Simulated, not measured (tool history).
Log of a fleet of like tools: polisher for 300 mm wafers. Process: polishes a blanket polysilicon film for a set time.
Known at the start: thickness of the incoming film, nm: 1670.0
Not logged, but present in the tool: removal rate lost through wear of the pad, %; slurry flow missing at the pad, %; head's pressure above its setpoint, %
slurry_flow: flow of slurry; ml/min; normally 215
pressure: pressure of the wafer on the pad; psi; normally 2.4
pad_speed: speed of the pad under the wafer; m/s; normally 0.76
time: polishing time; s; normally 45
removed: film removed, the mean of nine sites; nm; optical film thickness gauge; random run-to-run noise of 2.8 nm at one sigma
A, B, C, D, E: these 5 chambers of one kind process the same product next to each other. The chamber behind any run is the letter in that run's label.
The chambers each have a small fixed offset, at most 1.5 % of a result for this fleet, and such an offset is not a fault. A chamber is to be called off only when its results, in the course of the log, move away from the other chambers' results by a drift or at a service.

run	hour	slurry_flow	pressure	pad_speed	time	wafers polished on this pad	hours since the slurry nozzle was cleaned	hours since the head pressure was calibrated	removed
1D	3.4	215	2.4	0.76	45	802	42.3	598.4	214.15
2C	7.4	215	2.4	0.76	45	441	169.7	392.8	213.74
3E	9.3	215	2.4	0.76	45	470	239.5	1080.3	216.28
4A	13.2	215	2.4	0.76	45	209	151.6	13.7	217.21
5B	15.8	215	2.4	0.76	45	444	208.1	87.9	216.28
6E	18.2	215	2.4	0.76	45	565	248.4	1089.2	214.40
7A	22.4	215	2.4	0.76	45	307	160.8	22.9	216.51
8B	24.6	215	2.4	0.76	45	537	216.9	96.7	212.71
9C	28.8	215	2.4	0.76	45	668	191.1	414.2	212.26
10D	30.7	215	2.4	0.76	45	1092	69.6	625.7	213.48
# hour 31.3: chamber E: worn pad replaced by a new one
11E	34.8	215	2.4	0.76	52	37	265.0	1105.8	248.52
12A	37.8	215	2.4	0.76	52	470	176.2	38.3	250.54
# hour 40.5: chamber D: worn pad replaced by a new one
13B	40.7	215	2.4	0.76	52	708	233.0	112.8	242.25
14D	44.3	215	2.4	0.76	52	40	83.2	639.3	251.51
15C	47.7	215	2.4	0.76	52	869	210.0	433.1	246.55
16D	50.2	215	2.0	0.94	45	103	89.1	645.2	216.42
17A	52.8	215	2.0	0.94	45	629	191.2	53.3	222.24
18C	55.3	215	2.0	0.94	45	950	217.6	440.7	215.53
# hour 56.4: chamber B: worn pad replaced by a new one
19E	58.0	215	2.0	0.94	45	283	288.2	1129.0	221.68
# hour 61.5: chamber A: worn pad replaced by a new one
20B	61.9	215	2.0	0.94	45	58	254.2	134.0	223.20
# hour 65.3: chamber A: slurry nozzle cleaned
21B	65.9	215	2.4	0.76	45	101	258.2	138.0	208.97
22C	69.4	215	2.4	0.76	45	1100	231.7	454.8	200.04
23A	72.4	215	2.4	0.76	45	115	7.2	72.9	217.34
24E	75.0	215	2.4	0.76	45	464	305.2	1146.0	215.30
# hour 77.5: chamber B: slurry nozzle cleaned
25D	78.6	215	2.4	0.76	45	404	117.5	673.6	212.68
26A	80.9	215	2.4	0.76	45	206	15.7	81.4	218.25
27E	84.0	215	2.4	0.76	45	559	314.2	1155.0	214.70
28B	86.8	215	2.4	0.76	45	323	9.4	158.9	219.26
29C	89.1	215	2.4	0.76	45	1309	251.4	474.5	197.81
30D	91.6	240	2.4	0.76	45	542	130.5	686.6	216.17
# hour 93.4: chamber E: worn pad replaced by a new one
31A	93.7	240	2.4	0.76	45	341	28.5	94.2	223.88
32E	96.0	240	2.4	0.76	45	28	326.2	1167.0	217.21
33D	99.3	240	2.4	0.76	45	624	138.2	694.3	216.67
34C	102.5	240	2.4	0.76	45	1451	264.8	487.9	199.55
35B	106.5	245	2.4	0.76	45	532	29.1	178.6	221.81
36A	108.5	245	2.4	0.76	45	499	43.3	109.0	225.78

What goes on in this fleet: one chamber off, a drifting gauge, or nothing beyond the chambers' own small offsets? Name the chamber and the cause, if any.

It is chamber C that slowly wanders off from its peers.
What lies behind it: removal rate lost through wear of the pad, % = 9.39.
From this log alone, it may not be told apart from: slurry flow missing at the pad, %; head's pressure below its setpoint, %.

Here are 4 candidates for chamber C's next run, each the usual settings with a change, their results left as question marks. Which one brings its results back in line with what the others give on the usual settings?
In-line tolerance around the mean of the other chambers on the usual settings: removed 9.90 nm
37C-1	111.7	220	2.4	0.84	45				?
37C-2	111.7	215	2.4	0.76	46				?
37C-3	111.7	215	2.4	0.76	44				?
37C-4	111.7	210	2.4	0.68	45				?

The other chambers' mean on the usual settings: removed 215.28 nm
run	removed
37C-1	212.53
37C-2	195.71
37C-3	187.20
37C-4	170.47
The answer is 37C-1, which returns the chamber to within the allowed miss of the others.
